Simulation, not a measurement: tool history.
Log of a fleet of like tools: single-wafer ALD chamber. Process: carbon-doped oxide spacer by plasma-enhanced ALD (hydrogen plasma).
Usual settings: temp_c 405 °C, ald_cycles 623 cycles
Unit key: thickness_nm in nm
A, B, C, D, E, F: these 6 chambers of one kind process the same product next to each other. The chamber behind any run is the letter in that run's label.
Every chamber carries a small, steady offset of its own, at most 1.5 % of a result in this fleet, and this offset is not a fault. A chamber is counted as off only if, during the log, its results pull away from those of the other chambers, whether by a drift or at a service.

run	hour	temp_c	ald_cycles	hours since the last thermocouple change	read-back reference wafer on the same gauge, thickness_nm	thickness_nm
1B	6.3	405	623	397.4	29.816	30.725
2D	18.8	405	623	775.9	29.801	30.836
3F	25.3	405	623	2577.1	29.805	31.086
# hour 32.5: chamber F: thermocouple changed; heater temperature recalibrated
4E	37.6	405	623	1471.9	29.828	31.043
5C	49.7	405	623	1578.8	29.83	30.673
6A	61.8	405	563	1271.4	29.825	27.692
7B	72.8	405	563	463.9	29.834	27.733
8C	80.4	405	563	1609.5	29.845	27.663
9A	90.9	405	563	1300.5	29.846	27.752
10F	102.1	405	563	69.6	29.853	28.081
11D	109.4	405	563	866.5	29.858	27.938
12E	117.4	405	623	1551.7	29.86	31.055
13C	126.6	405	623	1655.7	29.862	30.675
14B	139.1	405	623	530.2	29.874	30.703
15D	149.8	392	515	906.9	29.874	25.966
16A	156.3	392	515	1365.9	29.873	25.767
17E	166	392	515	1600.3	29.883	26.075
18F	172.4	392	515	139.9	29.891	26.074
19E	178.5	392	515	1612.8	29.881	26.073
20D	186.2	392	515	943.3	29.903	25.903
21A	192.9	405	623	1402.5	29.891	30.775
22B	205	405	623	596.1	29.899	30.85
23C	215.7	405	623	1744.8	29.901	30.722
24F	228.5	405	623	196	29.913	31.206
25D	239.2	405	623	996.3	29.923	30.995
26A	251.4	405	623	1461	29.929	30.89
27F	262.3	405	623	229.8	29.92	31.169
28E	269.1	405	623	1703.4	29.933	31.065
29C	281	405	623	1810.1	29.928	30.818
30B	291.7	405	623	682.8	29.93	30.837
31F	298.4	405	623	265.9	29.93	31.184
# hour 308.1: chamber D: thermocouple changed; heater temperature recalibrated
32B	309.8	405	623	700.9	29.94	30.816
33C	323.3	405	623	1852.4	29.956	30.818
34A	330.6	405	623	1540.2	29.949	30.802
35E	339.5	416	559	1773.8	29.956	27.054
36D	349.3	416	559	41.2	29.961	26.928
37B	355.8	416	559	746.9	29.966	26.782
38D	367.3	416	559	59.2	29.968	26.965
39E	375.2	416	559	1809.5	29.987	27.037
40F	385.5	416	559	353	29.982	27.063

For the next run the whole fleet of 6 chambers uses the same settings. Give each chamber's results:
41A	395.3	405	623			?
41B	395.3	405	623			?
41C	395.3	405	623			?
41D	395.3	405	623			?
41E	395.3	405	623			?
41F	395.3	405	623			?

run	thickness_nm
41A	30.928
41B	30.906
41C	30.914
41D	31.044
41E	31.276
41F	31.165
